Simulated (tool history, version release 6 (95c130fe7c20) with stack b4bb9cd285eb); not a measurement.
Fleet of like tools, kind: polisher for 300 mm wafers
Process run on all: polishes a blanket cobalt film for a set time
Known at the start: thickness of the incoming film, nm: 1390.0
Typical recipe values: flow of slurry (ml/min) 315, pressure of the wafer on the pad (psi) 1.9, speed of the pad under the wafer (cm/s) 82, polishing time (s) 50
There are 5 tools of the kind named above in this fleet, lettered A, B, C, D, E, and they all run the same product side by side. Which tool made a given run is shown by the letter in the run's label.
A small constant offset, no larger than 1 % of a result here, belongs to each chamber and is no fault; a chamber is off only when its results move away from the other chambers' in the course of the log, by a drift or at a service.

run   hour  flow of slurry (ml/min)  pressure of the wafer on the pad (psi)  speed of the pad under the wafer (cm/s)  polishing time (s)  film removed (Å)
 1D    2.7                      315                                     1.9                                       82                  50            1680.6
         5  -- chamber E: worn pad replaced by a new one
 2C    6.4                      315                                     1.9                                       82                  50            1694.5
 3E    9.6                      315                                     1.9                                       82                  50            1686.4
 4B     12                      315                                     1.9                                       82                  50            1674.2
 5A   17.1                      315                                     1.9                                       82                  50            1723.5
 6D     22                      265                                     1.9                                       82                  38            1204.8
 7A     27                      265                                     1.9                                       82                  38            1251.6
 8E   31.4                      265                                     1.9                                       82                  38            1284.4
 9B     34                      265                                     1.9                                       82                  38            1238.2
10C   37.8                      265                                     1.9                                       82                  38            1242.5
11C   40.7                      315                                     1.9                                       82                  50            1649.8
      44.5  -- chamber C: worn pad replaced by a new one
12B   45.8                      315                                     2.2                                       82                  50            1838.6
13D   48.1                      315                                     2.2                                       82                  50            1917.7
      49.9  -- chamber B: slurry nozzle cleaned
14E     52                      315                                     2.2                                       82                  50            1915.3
15A   56.5                      315                                     2.2                                       82                  50            1912.7
16B   59.2                      315                                     2.2                                       82                  50            1883.5
17E     62                      315                                     1.9                                       82                  50              1708
      62.3  -- chamber E: worn pad replaced by a new one
18C   67.1                      315                                     1.9                                       82                  50            1668.4
19D   71.8                      315                                     1.9                                       82                  50            1660.8
20A   75.4                      315                                     1.9                                       82                  50            1679.9
21B   80.4                      315                                     1.9                                       82                  50            1598.3
      82.7  -- chamber D: worn pad replaced by a new one
22E   84.6                      315                                     1.9                                       82                  50              1691
      86.7  -- chamber A: worn pad replaced by a new one
23C   89.2                      315                                     1.9                                       82                  50              1699
24D   92.5                      315                                     1.9                                       82                  50            1690.1
25A   97.2                      315                                     1.9                                       82                  50            1679.1
26A  101.6                      315                                     1.9                                       82                  50            1691.2
27E  104.9                      315                                     1.4                                       82                  50            1230.5
28D  108.8                      315                                     1.4                                       82                  50            1236.1
     112.8  -- chamber A: head pressure recalibrated
29C  112.9                      315                                     1.4                                       82                  50            1213.8
     115.6  -- chamber C: worn pad replaced by a new one
30B  118.3                      315                                     1.4                                       82                  50              1144
31B    122                      315                                     1.4                                       82                  50            1126.1
32C  125.5                      315                                     1.9                                       82                  50            1657.9
33A  129.7                      315                                     1.9                                       82                  50            1669.4
     130.9  -- chamber E: worn pad replaced by a new one
34E  133.4                      365                                     1.9                                       82                  58            1997.7

For the next run the whole fleet of 5 chambers uses the same settings. Give each chamber's results:
35A  137.3                      315                                     1.9                                       82                  50                 ?
35B  137.3                      315                                     1.9                                       82                  50                 ?
35C  137.3                      315                                     1.9                                       82                  50                 ?
35D  137.3                      315                                     1.9                                       82                  50                 ?
35E  137.3                      315                                     1.9                                       82                  50                 ?

run  film removed (Å)
35A            1675.6
35B            1481.4
35C            1657.4
35D            1661.8
35E            1712.1

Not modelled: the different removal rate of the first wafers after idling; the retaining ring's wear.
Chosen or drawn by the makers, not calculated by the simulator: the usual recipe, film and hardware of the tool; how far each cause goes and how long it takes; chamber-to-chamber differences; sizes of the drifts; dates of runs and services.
